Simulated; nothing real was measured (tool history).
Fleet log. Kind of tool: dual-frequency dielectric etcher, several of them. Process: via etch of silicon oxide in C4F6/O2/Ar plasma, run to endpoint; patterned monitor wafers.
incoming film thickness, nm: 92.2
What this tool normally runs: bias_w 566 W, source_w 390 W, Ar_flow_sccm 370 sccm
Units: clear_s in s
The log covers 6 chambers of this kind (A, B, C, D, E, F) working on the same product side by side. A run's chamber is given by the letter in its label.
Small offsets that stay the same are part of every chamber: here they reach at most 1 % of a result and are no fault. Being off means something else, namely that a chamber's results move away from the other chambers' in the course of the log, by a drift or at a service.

run   hour  bias_w  source_w  Ar_flow_sccm  clear_s
 1C    4.5     566       390           370   19.958
 2E    9.6     566       390           370   20.013
 3A   16.3     566       390           370   20.366
 4F   21.2     566       390           370   20.305
 5B   25.5     566       390           370   20.059
 6D   30.1     634       390           409   19.371
 7F   35.6     634       390           409   19.616
 8E   40.2     634       390           409   19.417
 9A   47.1     634       390           409   19.635
10C   52.2     634       390           409   19.329
11B   59.1     634       390           409   19.354
12D   64.2     566       390           370   19.984
13C   70.4     566       390           370   20.256
      73.7  -- chamber E: source power generator calibrated
14B   77.0     566       390           370   19.888
15E   83.7     496       390           370   21.087
16A   88.6     496       390           370   21.184
17F   95.6     496       390           370   21.076
      97.1  -- chamber A: wet clean of the chamber
18D  102.1     496       390           370   21.051
19F  107.2     496       390           370   21.191
20C  112.1     496       390           370   20.739
21B  116.6     566       390           370   20.011
22A  123.2     566       390           370   20.277
     125.9  -- chamber C: bias power generator calibrated
23D  129.8     566       390           370   20.046
24E  133.6     642       420           370   18.406
     134.2  -- chamber F: source power generator calibrated
25C  140.1     642       420           370   18.603
26D  146.9     642       420           370   18.580
27A  150.7     642       420           370   19.053
28E  156.7     642       420           370   18.298
29F  160.4     642       420           370   18.694
30B  164.3     566       390           370   19.871
31C  168.9     566       390           370   20.404
32E  173.6     566       390           370   19.973
33B  178.0     566       390           370   19.972
34F  183.9     566       390           308   19.565
35A  187.7     566       390           308   19.701
     188.1  -- chamber B: wet clean of the chamber
36D  191.7     566       390           308   19.575
37A  198.4     566       390           308   19.752
     200.0  -- chamber F: wet clean of the chamber
38D  204.0     566       390           308   19.598
39E  209.7     566       390           308   19.647
40C  215.6     433       390           370   22.288
41B  220.5     433       390           370   22.264
42F  225.7     433       390           370   22.425
43A  232.5     433       390           370   22.248
44C  237.7     433       390           370   22.069

Is one chamber off against the others, does the gauge drift, or is nothing wrong? If a chamber is off, say which, and what the likeliest cause is.

Neither any chamber nor the gauge drifts; the chambers differ only by their own small, steady offsets.
